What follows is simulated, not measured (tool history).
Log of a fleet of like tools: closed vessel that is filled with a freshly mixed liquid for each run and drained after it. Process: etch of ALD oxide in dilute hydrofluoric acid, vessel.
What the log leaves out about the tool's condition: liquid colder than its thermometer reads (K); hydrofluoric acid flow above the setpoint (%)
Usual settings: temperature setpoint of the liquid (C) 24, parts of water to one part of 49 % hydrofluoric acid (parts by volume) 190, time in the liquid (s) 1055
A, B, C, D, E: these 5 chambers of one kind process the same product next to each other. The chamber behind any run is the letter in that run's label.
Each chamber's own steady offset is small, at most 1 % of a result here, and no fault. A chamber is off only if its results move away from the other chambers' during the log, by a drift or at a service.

| run | hour | temperature setpoint of the liquid (C) | parts of water to one part of 49 % hydrofluoric acid (parts by volume) | time in the liquid (s) | hours since the thermometer was replaced | hours since the hydrofluoric acid flow meter was replaced | read-back film thickness of the ALD oxide reference wafer, read on the same gauge (nm) | thickness taken off the ALD oxide on a monitor wafer (angstrom) |
|---|---|---|---|---|---|---|---|---|
| 1A | 5 | 24 | 190 | 1055 | 318.2 | 421.4 | 30.009 | 578.56 |
| 2C | 10.2 | 24 | 190 | 1055 | 1654.6 | 137 | 29.998 | 584.07 |
| 3E | 15.5 | 24 | 190 | 1055 | 1506.9 | 852.5 | 30 | 585.2 |
| 4B | 24.4 | 24 | 190 | 1055 | 97.5 | 442.7 | 30.005 | 600.99 |
| 5D | 32.4 | 24 | 190 | 1055 | 1173.7 | 388.4 | 29.976 | 590.7 |
| 6E | 40.5 | 24 | 190 | 1055 | 1531.9 | 877.5 | 30.014 | 581.13 |
| 7C | 46.5 | 24 | 190 | 1055 | 1690.9 | 173.3 | 30.003 | 588.87 |
| 8D | 52.5 | 24 | 190 | 1055 | 1193.8 | 408.5 | 30.01 | 579.77 |
| 9A | 61.3 | 24 | 190 | 1055 | 374.5 | 477.7 | 30.011 | 595.44 |
| 10B | 70.2 | 24 | 190 | 1055 | 143.3 | 488.5 | 30.012 | 592.26 |
| 11C | 75.4 | 20.5 | 160 | 1055 | 1719.8 | 202.2 | 29.977 | 641.91 |
| 12B | 79.7 | 20.5 | 160 | 1055 | 152.8 | 498 | 29.999 | 637.21 |
| 13E | 85.8 | 20.5 | 160 | 1055 | 1577.2 | 922.8 | 30.02 | 623.71 |
| 14D | 92.6 | 20.5 | 160 | 1055 | 1233.9 | 448.6 | 30.01 | 630.23 |
| 15A | 101.8 | 20.5 | 160 | 1055 | 415 | 518.2 | 29.994 | 635.34 |
| 16E | 105.9 | 24 | 190 | 1055 | 1597.3 | 942.9 | 30.009 | 582.22 |
| 17A | 111.7 | 24 | 190 | 1055 | 424.9 | 528.1 | 30.002 | 584.84 |
| 18D | 119.2 | 24 | 190 | 1055 | 1260.5 | 475.2 | 29.985 | 606.53 |
| 19C | 127.8 | 22.5 | 190 | 1265 | 1772.2 | 254.6 | 30.008 | 661.05 |
| 20B | 132.6 | 22.5 | 190 | 1265 | 205.7 | 550.9 | 29.994 | 665.61 |
| 21E | 139.9 | 22.5 | 190 | 1265 | 1631.3 | 976.9 | 30.01 | 657.32 |
| 22C | 145.1 | 22.5 | 190 | 1265 | 1789.5 | 271.9 | 30.001 | 680.04 |
| 23D | 152.1 | 22.5 | 190 | 1265 | 1293.4 | 508.1 | 29.987 | 709.75 |
| 24B | 160.5 | 24 | 190 | 1055 | 233.6 | 578.8 | 29.99 | 588.97 |
| 25A | 168.2 | 24 | 190 | 1055 | 481.4 | 584.6 | 29.998 | 596.59 |
| 26C | 176.7 | 24 | 190 | 1055 | 1821.1 | 303.5 | 29.999 | 592.09 |
| 27A | 184.2 | 24 | 190 | 1055 | 497.4 | 600.6 | 30.01 | 587.73 |
| 28E | 190.2 | 24 | 190 | 1055 | 1681.6 | 1027.2 | 29.997 | 579.5 |
| 29B | 196.9 | 24 | 270 | 1055 | 270 | 615.2 | 29.997 | 381.08 |
| 30D | 202 | 24 | 270 | 1055 | 1343.3 | 558 | 29.997 | 420.35 |
| 31C | 208 | 24 | 270 | 1055 | 1852.4 | 334.8 | 29.995 | 383.87 |
|  | 209.7 | chamber E: hydrofluoric acid flow meter replaced |
| 32B | 213.7 | 24 | 270 | 1055 | 286.8 | 632 | 29.981 | 384.45 |
| 33E | 219.5 | 24 | 270 | 1055 | 1710.9 | 9.9 | 30.005 | 378.37 |
| 34D | 225.7 | 24 | 190 | 1055 | 1367 | 581.7 | 30.002 | 654.79 |

What goes on in this fleet: one chamber off, a drifting gauge, or nothing beyond the chambers' own small offsets? Name the chamber and the cause, if any.

Chamber D drifts away from the others.
Most likely cause: hydrofluoric acid flow above the setpoint (%) = 10.1.

Below are 4 candidate recipes for chamber D's next run, each the usual settings with a change, their results shown as question marks. Which of them brings D's results back in line with what the other chambers give on the usual settings?
In line means no further than this from the other chambers' mean on the usual settings: thickness taken off the ALD oxide on a monitor wafer (angstrom) 19
| 35D-1 | 232.3 | 24 | 200 | 995 |  |  |  | ? |
| 35D-2 | 232.3 | 24.5 | 190 | 1165 |  |  |  | ? |
| 35D-3 | 232.3 | 23.5 | 190 | 895 |  |  |  | ? |
| 35D-4 | 232.3 | 29 | 190 | 1055 |  |  |  | ? |

The mean the other chambers reach with the usual settings: thickness taken off the ALD oxide on a monitor wafer (angstrom) 588.93
| run | thickness taken off the ALD oxide on a monitor wafer (angstrom) |
|---|---|
| 35D-1 | 582.26 |
| 35D-2 | 737.95 |
| 35D-3 | 545.93 |
| 35D-4 | 786.95 |
35D-1 brings the chamber back in line.
